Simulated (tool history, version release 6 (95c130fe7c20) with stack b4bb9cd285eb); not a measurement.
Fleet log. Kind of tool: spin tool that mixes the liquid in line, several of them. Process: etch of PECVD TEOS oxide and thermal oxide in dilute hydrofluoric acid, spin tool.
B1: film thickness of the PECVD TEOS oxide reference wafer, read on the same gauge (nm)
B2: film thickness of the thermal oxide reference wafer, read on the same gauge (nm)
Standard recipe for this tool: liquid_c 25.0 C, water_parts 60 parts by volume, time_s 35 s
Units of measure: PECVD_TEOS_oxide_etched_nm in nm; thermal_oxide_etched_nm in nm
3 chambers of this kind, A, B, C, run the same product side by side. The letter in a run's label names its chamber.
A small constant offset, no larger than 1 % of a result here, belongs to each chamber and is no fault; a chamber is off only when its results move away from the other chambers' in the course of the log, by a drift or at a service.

run 1A day=0.496 | liquid_c=25.0 water_parts=60 time_s=35 | B1=90.020 B2=49.986 | PECVD_TEOS_oxide_etched_nm=12.5570 thermal_oxide_etched_nm=2.9853
run 2B day=1.050 | liquid_c=25.0 water_parts=60 time_s=35 | B1=90.000 B2=50.012 | PECVD_TEOS_oxide_etched_nm=12.7130 thermal_oxide_etched_nm=2.9846
run 3C day=1.350 | liquid_c=25.0 water_parts=60 time_s=35 | B1=90.009 B2=49.984 | PECVD_TEOS_oxide_etched_nm=12.6310 thermal_oxide_etched_nm=2.9600
run 4B day=1.975 | liquid_c=25.0 water_parts=60 time_s=35 | B1=90.009 B2=50.042 | PECVD_TEOS_oxide_etched_nm=12.7420 thermal_oxide_etched_nm=2.8992
run 5A day=2.412 | liquid_c=25.0 water_parts=60 time_s=35 | B1=90.019 B2=49.993 | PECVD_TEOS_oxide_etched_nm=12.5260 thermal_oxide_etched_nm=3.0099
run 6C day=2.733 | liquid_c=25.0 water_parts=60 time_s=35 | B1=90.035 B2=49.999 | PECVD_TEOS_oxide_etched_nm=12.7160 thermal_oxide_etched_nm=2.9515
run 7A day=3.204 | liquid_c=25.0 water_parts=60 time_s=35 | B1=89.973 B2=50.033 | PECVD_TEOS_oxide_etched_nm=12.6700 thermal_oxide_etched_nm=3.0167
run 8B day=3.575 | liquid_c=25.0 water_parts=60 time_s=35 | B1=89.984 B2=49.999 | PECVD_TEOS_oxide_etched_nm=12.6400 thermal_oxide_etched_nm=2.9868
run 9C day=4.025 | liquid_c=26.5 water_parts=60 time_s=25 | B1=90.002 B2=49.981 | PECVD_TEOS_oxide_etched_nm=9.5460 thermal_oxide_etched_nm=2.2413
run 10A day=4.512 | liquid_c=26.5 water_parts=60 time_s=25 | B1=89.996 B2=49.979 | PECVD_TEOS_oxide_etched_nm=9.4615 thermal_oxide_etched_nm=2.2621
run 11B day=5.021 | liquid_c=26.5 water_parts=60 time_s=25 | B1=89.990 B2=50.042 | PECVD_TEOS_oxide_etched_nm=9.6503 thermal_oxide_etched_nm=2.2882
run 12C day=5.312 | liquid_c=29.5 water_parts=60 time_s=35 | B1=89.999 B2=50.024 | PECVD_TEOS_oxide_etched_nm=15.0930 thermal_oxide_etched_nm=3.5846
run 13B day=5.788 | liquid_c=29.5 water_parts=60 time_s=35 | B1=90.003 B2=50.012 | PECVD_TEOS_oxide_etched_nm=15.2930 thermal_oxide_etched_nm=3.4826
run 14A day=6.108 | liquid_c=29.5 water_parts=60 time_s=35 | B1=90.008 B2=50.010 | PECVD_TEOS_oxide_etched_nm=15.0530 thermal_oxide_etched_nm=3.5686
run 15C day=6.671 | liquid_c=25.0 water_parts=60 time_s=35 | B1=89.975 B2=50.005 | PECVD_TEOS_oxide_etched_nm=12.8290 thermal_oxide_etched_nm=2.9790
run 16B day=7.229 | liquid_c=25.0 water_parts=60 time_s=35 | B1=89.991 B2=50.026 | PECVD_TEOS_oxide_etched_nm=12.7590 thermal_oxide_etched_nm=2.9811
run 17A day=7.554 | liquid_c=25.0 water_parts=60 time_s=35 | B1=89.986 B2=49.960 | PECVD_TEOS_oxide_etched_nm=12.5160 thermal_oxide_etched_nm=2.9902
-- day=7.821 chamber A: thermometer replaced
run 18C day=8.050 | liquid_c=25.0 water_parts=75 time_s=20 | B1=89.973 B2=50.019 | PECVD_TEOS_oxide_etched_nm=5.7034 thermal_oxide_etched_nm=1.3183
run 19B day=8.675 | liquid_c=25.0 water_parts=75 time_s=20 | B1=89.991 B2=49.982 | PECVD_TEOS_oxide_etched_nm=5.7356 thermal_oxide_etched_nm=1.3457
run 20A day=8.983 | liquid_c=25.0 water_parts=75 time_s=20 | B1=90.004 B2=50.000 | PECVD_TEOS_oxide_etched_nm=5.6542 thermal_oxide_etched_nm=1.3337
run 21C day=9.596 | liquid_c=25.0 water_parts=60 time_s=35 | B1=89.997 B2=49.988 | PECVD_TEOS_oxide_etched_nm=12.6760 thermal_oxide_etched_nm=2.9566
run 22C day=10.092 | liquid_c=25.0 water_parts=60 time_s=35 | B1=89.992 B2=50.033 | PECVD_TEOS_oxide_etched_nm=12.6320 thermal_oxide_etched_nm=2.9759
-- day=10.658 chamber A: hydrofluoric acid flow meter replaced
run 23B day=10.688 | liquid_c=25.0 water_parts=60 time_s=35 | B1=89.983 B2=50.036 | PECVD_TEOS_oxide_etched_nm=12.8240 thermal_oxide_etched_nm=2.9954
run 24A day=11.275 | liquid_c=25.0 water_parts=60 time_s=35 | B1=89.984 B2=50.023 | PECVD_TEOS_oxide_etched_nm=12.6210 thermal_oxide_etched_nm=3.0253
run 25C day=11.896 | liquid_c=25.0 water_parts=60 time_s=35 | B1=90.031 B2=50.004 | PECVD_TEOS_oxide_etched_nm=12.5980 thermal_oxide_etched_nm=2.9353
run 26A day=12.521 | liquid_c=25.0 water_parts=60 time_s=35 | B1=89.975 B2=50.005 | PECVD_TEOS_oxide_etched_nm=12.5040 thermal_oxide_etched_nm=2.9145
run 27B day=13.117 | liquid_c=25.0 water_parts=60 time_s=35 | B1=90.040 B2=50.055 | PECVD_TEOS_oxide_etched_nm=12.7980 thermal_oxide_etched_nm=2.9919
run 28B day=13.708 | liquid_c=25.0 water_parts=60 time_s=50 | B1=90.006 B2=50.019 | PECVD_TEOS_oxide_etched_nm=18.2260 thermal_oxide_etched_nm=4.1611
run 29C day=14.292 | liquid_c=25.0 water_parts=60 time_s=50 | B1=90.046 B2=50.008 | PECVD_TEOS_oxide_etched_nm=18.2830 thermal_oxide_etched_nm=4.2434
run 30A day=14.800 | liquid_c=25.0 water_parts=60 time_s=50 | B1=90.007 B2=49.992 | PECVD_TEOS_oxide_etched_nm=17.8770 thermal_oxide_etched_nm=4.3071
run 31A day=15.121 | liquid_c=25.0 water_parts=60 time_s=35 | B1=90.012 B2=49.958 | PECVD_TEOS_oxide_etched_nm=12.6340 thermal_oxide_etched_nm=2.9104
run 32B day=15.488 | liquid_c=25.0 water_parts=60 time_s=35 | B1=89.992 B2=50.018 | PECVD_TEOS_oxide_etched_nm=12.7930 thermal_oxide_etched_nm=2.9956
run 33C day=15.921 | liquid_c=25.0 water_parts=60 time_s=15 | B1=90.004 B2=49.975 | PECVD_TEOS_oxide_etched_nm=5.3787 thermal_oxide_etched_nm=1.2795
run 34A day=16.492 | liquid_c=25.0 water_parts=60 time_s=15 | B1=90.023 B2=49.990 | PECVD_TEOS_oxide_etched_nm=5.3635 thermal_oxide_etched_nm=1.2710
run 35C day=17.050 | liquid_c=25.0 water_parts=60 time_s=15 | B1=89.995 B2=50.013 | PECVD_TEOS_oxide_etched_nm=5.4758 thermal_oxide_etched_nm=1.2907

Each of the 3 chambers runs these same settings next. Fill in every chamber's results:
run 36A day=17.508 | liquid_c=25.0 water_parts=60 time_s=20 | PECVD_TEOS_oxide_etched_nm=? thermal_oxide_etched_nm=?
run 36B day=17.508 | liquid_c=25.0 water_parts=60 time_s=20 | PECVD_TEOS_oxide_etched_nm=? thermal_oxide_etched_nm=?
run 36C day=17.508 | liquid_c=25.0 water_parts=60 time_s=20 | PECVD_TEOS_oxide_etched_nm=? thermal_oxide_etched_nm=?

run=36A PECVD_TEOS_oxide_etched_nm=7.1768 thermal_oxide_etched_nm=1.7024
run=36B PECVD_TEOS_oxide_etched_nm=7.3953 thermal_oxide_etched_nm=1.6811
run=36C PECVD_TEOS_oxide_etched_nm=7.1963 thermal_oxide_etched_nm=1.6995

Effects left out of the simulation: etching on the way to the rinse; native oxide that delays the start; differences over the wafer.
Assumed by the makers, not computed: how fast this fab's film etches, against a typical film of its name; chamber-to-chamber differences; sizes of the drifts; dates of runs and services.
